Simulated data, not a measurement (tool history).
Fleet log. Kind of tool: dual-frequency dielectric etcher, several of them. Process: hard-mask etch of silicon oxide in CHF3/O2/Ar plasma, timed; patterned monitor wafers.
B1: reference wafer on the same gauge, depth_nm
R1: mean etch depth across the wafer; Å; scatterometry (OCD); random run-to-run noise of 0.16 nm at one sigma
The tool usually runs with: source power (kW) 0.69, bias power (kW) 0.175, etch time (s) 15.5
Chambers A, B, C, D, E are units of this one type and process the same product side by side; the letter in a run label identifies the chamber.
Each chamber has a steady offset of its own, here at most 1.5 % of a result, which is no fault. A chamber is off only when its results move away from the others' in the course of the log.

{"run": "1D", "hour": 7.4, "source power (kW)": 0.69, "bias power (kW)": 0.175, "etch time (s)": 15.5, "B1": 30.801, "R1": 321.89}
{"run": "2B", "hour": 12.6, "source power (kW)": 0.69, "bias power (kW)": 0.175, "etch time (s)": 15.5, "B1": 30.823, "R1": 320.93}
{"run": "3C", "hour": 17.2, "source power (kW)": 0.69, "bias power (kW)": 0.175, "etch time (s)": 15.5, "B1": 30.84, "R1": 316.66}
{"run": "4E", "hour": 24.5, "source power (kW)": 0.69, "bias power (kW)": 0.175, "etch time (s)": 15.5, "B1": 30.841, "R1": 320.15}
{"run": "5A", "hour": 28.4, "source power (kW)": 0.69, "bias power (kW)": 0.175, "etch time (s)": 15.5, "B1": 30.804, "R1": 316.63}
{"run": "6C", "hour": 35.2, "source power (kW)": 0.69, "bias power (kW)": 0.199, "etch time (s)": 19, "B1": 30.794, "R1": 404.76}
{"run": "7A", "hour": 38.7, "source power (kW)": 0.69, "bias power (kW)": 0.199, "etch time (s)": 19, "B1": 30.802, "R1": 405.28}
{"run": "8D", "hour": 43.4, "source power (kW)": 0.69, "bias power (kW)": 0.199, "etch time (s)": 19, "B1": 30.79, "R1": 412.94}
{"run": "9B", "hour": 48.7, "source power (kW)": 0.69, "bias power (kW)": 0.199, "etch time (s)": 19, "B1": 30.746, "R1": 409.48}
{"run": "10E", "hour": 53.8, "source power (kW)": 0.69, "bias power (kW)": 0.199, "etch time (s)": 19, "B1": 30.804, "R1": 408.66}
{"run": "11B", "hour": 59.2, "source power (kW)": 0.69, "bias power (kW)": 0.175, "etch time (s)": 15.5, "B1": 30.806, "R1": 321.94}
{"run": "12D", "hour": 64.6, "source power (kW)": 0.69, "bias power (kW)": 0.175, "etch time (s)": 15.5, "B1": 30.782, "R1": 320.61}
{"hour": 66.1, "done": "chamber C: wet clean of the chamber"}
{"run": "13E", "hour": 69.2, "source power (kW)": 0.69, "bias power (kW)": 0.175, "etch time (s)": 15.5, "B1": 30.8, "R1": 320.21}
{"run": "14A", "hour": 75.0, "source power (kW)": 0.69, "bias power (kW)": 0.175, "etch time (s)": 12, "B1": 30.833, "R1": 247.5}
{"run": "15C", "hour": 82.7, "source power (kW)": 0.69, "bias power (kW)": 0.175, "etch time (s)": 12, "B1": 30.782, "R1": 245.83}
{"run": "16A", "hour": 89.0, "source power (kW)": 0.69, "bias power (kW)": 0.175, "etch time (s)": 12, "B1": 30.78, "R1": 246.17}
{"run": "17E", "hour": 95.8, "source power (kW)": 0.69, "bias power (kW)": 0.175, "etch time (s)": 12, "B1": 30.806, "R1": 247.21}
{"run": "18B", "hour": 99.3, "source power (kW)": 0.69, "bias power (kW)": 0.175, "etch time (s)": 12, "B1": 30.82, "R1": 247.16}
{"run": "19C", "hour": 106.4, "source power (kW)": 0.69, "bias power (kW)": 0.175, "etch time (s)": 15.5, "B1": 30.812, "R1": 317.06}
{"run": "20D", "hour": 113.1, "source power (kW)": 0.69, "bias power (kW)": 0.175, "etch time (s)": 15.5, "B1": 30.811, "R1": 320.08}
{"run": "21E", "hour": 119.2, "source power (kW)": 0.69, "bias power (kW)": 0.175, "etch time (s)": 15.5, "B1": 30.808, "R1": 319.21}
{"run": "22B", "hour": 124.6, "source power (kW)": 0.69, "bias power (kW)": 0.175, "etch time (s)": 15.5, "B1": 30.83, "R1": 322.67}
{"run": "23D", "hour": 128.8, "source power (kW)": 0.69, "bias power (kW)": 0.175, "etch time (s)": 15.5, "B1": 30.78, "R1": 321.15}
{"run": "24C", "hour": 134.7, "source power (kW)": 0.69, "bias power (kW)": 0.175, "etch time (s)": 15.5, "B1": 30.793, "R1": 317.08}
{"run": "25A", "hour": 140.9, "source power (kW)": 0.69, "bias power (kW)": 0.175, "etch time (s)": 15.5, "B1": 30.824, "R1": 317.32}
{"run": "26C", "hour": 144.7, "source power (kW)": 0.69, "bias power (kW)": 0.175, "etch time (s)": 15.5, "B1": 30.795, "R1": 315.63}
{"run": "27A", "hour": 152.1, "source power (kW)": 0.69, "bias power (kW)": 0.175, "etch time (s)": 15.5, "B1": 30.761, "R1": 318.52}
{"run": "28B", "hour": 157.2, "source power (kW)": 0.69, "bias power (kW)": 0.175, "etch time (s)": 15.5, "B1": 30.835, "R1": 318.16}
{"run": "29D", "hour": 165.1, "source power (kW)": 0.69, "bias power (kW)": 0.175, "etch time (s)": 15.5, "B1": 30.829, "R1": 319.39}
{"run": "30E", "hour": 169.9, "source power (kW)": 0.69, "bias power (kW)": 0.175, "etch time (s)": 15.5, "B1": 30.8, "R1": 317.14}
{"run": "31A", "hour": 174.3, "source power (kW)": 0.69, "bias power (kW)": 0.175, "etch time (s)": 15.5, "B1": 30.799, "R1": 318.14}
{"run": "32E", "hour": 181.4, "source power (kW)": 0.69, "bias power (kW)": 0.175, "etch time (s)": 15.5, "B1": 30.82, "R1": 318.97}

Read the log: is a single chamber off, either drifting away or since a service, is the gauge that measures every chamber drifting, or is nothing wrong beyond small per-chamber offsets? Name any odd chamber and what most likely caused it.

Nothing is wrong: each chamber keeps only its own small, steady offset and the gauge holds still.

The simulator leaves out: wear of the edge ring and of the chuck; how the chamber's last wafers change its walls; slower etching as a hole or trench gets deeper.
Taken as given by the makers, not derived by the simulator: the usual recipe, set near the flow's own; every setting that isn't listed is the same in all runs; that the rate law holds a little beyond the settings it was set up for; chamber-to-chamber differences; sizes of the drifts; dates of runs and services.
